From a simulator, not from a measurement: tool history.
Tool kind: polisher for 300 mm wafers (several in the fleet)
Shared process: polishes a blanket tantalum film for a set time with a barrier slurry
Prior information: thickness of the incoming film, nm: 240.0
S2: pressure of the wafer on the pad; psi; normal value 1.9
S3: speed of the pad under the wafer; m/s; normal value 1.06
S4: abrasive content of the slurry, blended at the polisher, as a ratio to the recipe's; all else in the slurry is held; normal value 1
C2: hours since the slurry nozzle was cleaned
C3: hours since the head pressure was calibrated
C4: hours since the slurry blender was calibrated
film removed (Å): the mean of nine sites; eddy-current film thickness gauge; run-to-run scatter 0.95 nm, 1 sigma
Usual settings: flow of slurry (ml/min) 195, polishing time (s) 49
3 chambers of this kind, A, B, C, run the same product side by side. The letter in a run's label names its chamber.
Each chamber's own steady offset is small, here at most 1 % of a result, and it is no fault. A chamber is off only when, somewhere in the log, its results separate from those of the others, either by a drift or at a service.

At day 0.108: chamber A: worn pad replaced by a new one.
Run 1A, day 0.425: usual settings; wafers polished on this pad 131; C2 118; C3 691.7; C4 52.3. Result: film removed (Å) 685.11.
Run 2B, day 0.679: usual settings; wafers polished on this pad 433; C2 283.7; C3 18.5; C4 139.6. Result: film removed (Å) 701.09.
Run 3C, day 0.938: usual settings; wafers polished on this pad 421; C2 35.9; C3 962.4; C4 105.5. Result: film removed (Å) 681.02.
Run 4C, day 1.312: usual settings; wafers polished on this pad 574; C2 44.9; C3 971.4; C4 114.5. Result: film removed (Å) 682.56.
Run 5B, day 1.65: usual settings; wafers polished on this pad 830; C2 307; C3 41.8; C4 162.9. Result: film removed (Å) 673.12.
At day 1.688: chamber C: worn pad replaced by a new one.
At day 1.821: chamber B: worn pad replaced by a new one.
Run 6A, day 1.879: usual settings but S2 1.6 psi, S3 0.86 m/s; wafers polished on this pad 725; C2 152.9; C3 726.6; C4 87.2. Result: film removed (Å) 471.57.
Run 7A, day 2.146: usual settings but S2 1.6 psi, S3 0.86 m/s; wafers polished on this pad 834; C2 159.3; C3 733; C4 93.6. Result: film removed (Å) 459.23.
Run 8C, day 2.558: usual settings but S2 1.6 psi, S3 0.86 m/s; wafers polished on this pad 356; C2 74.8; C3 1001.3; C4 144.4. Result: film removed (Å) 459.1.
Run 9B, day 2.892: usual settings; wafers polished on this pad 437; C2 336.8; C3 71.6; C4 192.7. Result: film removed (Å) 677.8.
At day 3.229: chamber A: worn pad replaced by a new one.
Run 10B, day 3.238: usual settings; wafers polished on this pad 579; C2 345.1; C3 79.9; C4 201. Result: film removed (Å) 689.54.
Run 11C, day 3.612: usual settings; wafers polished on this pad 786; C2 100.1; C3 1026.6; C4 169.7. Result: film removed (Å) 681.5.
At day 3.75: chamber C: worn pad replaced by a new one.
Run 12A, day 3.912: usual settings but S3 1.28 m/s; wafers polished on this pad 279; C2 201.7; C3 775.4; C4 136. Result: film removed (Å) 824.36.
At day 4.008: chamber B: worn pad replaced by a new one.
Run 13B, day 4.275: usual settings but S3 1.28 m/s; wafers polished on this pad 109; C2 370; C3 104.8; C4 225.9. Result: film removed (Å) 814.67.
Run 14C, day 4.8: usual settings but S3 1.28 m/s; wafers polished on this pad 429; C2 128.6; C3 1055.1; C4 198.2. Result: film removed (Å) 814.51.
Run 15A, day 5.129: usual settings; wafers polished on this pad 776; C2 230.9; C3 804.6; C4 165.2. Result: film removed (Å) 666.34.
Run 16C, day 5.554: usual settings; wafers polished on this pad 738; C2 146.7; C3 1073.2; C4 216.3. Result: film removed (Å) 682.19.
At day 5.588: chamber C: worn pad replaced by a new one.
Run 17B, day 5.792: usual settings; wafers polished on this pad 729; C2 406.4; C3 141.2; C4 262.3. Result: film removed (Å) 655.28.
At day 5.817: chamber A: worn pad replaced by a new one.
At day 6.004: chamber B: worn pad replaced by a new one.
Run 18A, day 6.042: usual settings; wafers polished on this pad 92; C2 252.8; C3 826.5; C4 187.1. Result: film removed (Å) 677.4.
Run 19B, day 6.529: usual settings but S2 2.4 psi, S3 0.9 m/s; wafers polished on this pad 214; C2 424.1; C3 158.9; C4 280. Result: film removed (Å) 705.99.
At day 6.821: chamber C: slurry blender recalibrated.
Run 20A, day 6.946: usual settings but S2 2.4 psi, S3 0.9 m/s; wafers polished on this pad 461; C2 274.5; C3 848.2; C4 208.8. Result: film removed (Å) 744.79.
Run 21C, day 7.246: usual settings but S2 2.4 psi, S3 0.9 m/s; wafers polished on this pad 679; C2 187.3; C3 1113.8; C4 10.2. Result: film removed (Å) 727.29.
At day 7.596: chamber A: slurry blender recalibrated.
At day 7.742: chamber C: worn pad replaced by a new one.
Run 22A, day 7.754: usual settings; wafers polished on this pad 792; C2 293.9; C3 867.6; C4 3.8. Result: film removed (Å) 676.57.
At day 7.858: chamber A: slurry nozzle cleaned.
Run 23B, day 7.988: usual settings; wafers polished on this pad 810; C2 459.1; C3 193.9; C4 315. Result: film removed (Å) 639.74.
At day 8.125: chamber B: worn pad replaced by a new one.
Run 24C, day 8.221: usual settings; wafers polished on this pad 196; C2 210.7; C3 1137.2; C4 33.6. Result: film removed (Å) 681.02.
Run 25A, day 8.721: usual settings; wafers polished on this pad 1187; C2 20.7; C3 890.8; C4 27. Result: film removed (Å) 684.88.
Run 26C, day 8.975: usual settings; wafers polished on this pad 504; C2 228.8; C3 1155.3; C4 51.7. Result: film removed (Å) 682.27.
Run 27B, day 9.454: usual settings but S2 1.7 psi, polishing time (s) 38; wafers polished on this pad 544; C2 494.3; C3 229.1; C4 350.2. Result: film removed (Å) 427.92.
Run 28B, day 9.808: usual settings but S2 1.7 psi, polishing time (s) 38; wafers polished on this pad 689; C2 502.8; C3 237.6; C4 358.7. Result: film removed (Å) 420.57.
At day 9.917: chamber C: worn pad replaced by a new one.
Run 29C, day 10.05: usual settings but S2 1.7 psi, polishing time (s) 38; wafers polished on this pad 56; C2 254.6; C3 1181.1; C4 77.5. Result: film removed (Å) 486.88.

Next, every chamber runs the same settings. What will each give?
Run 30A, day 10.425: usual settings. Result: film removed (Å) ?.
Run 30B, day 10.425: usual settings. Result: film removed (Å) ?.
Run 30C, day 10.425: usual settings. Result: film removed (Å) ?.

run  film removed (Å)
30A            691.82
30B            578.43
30C            685.74
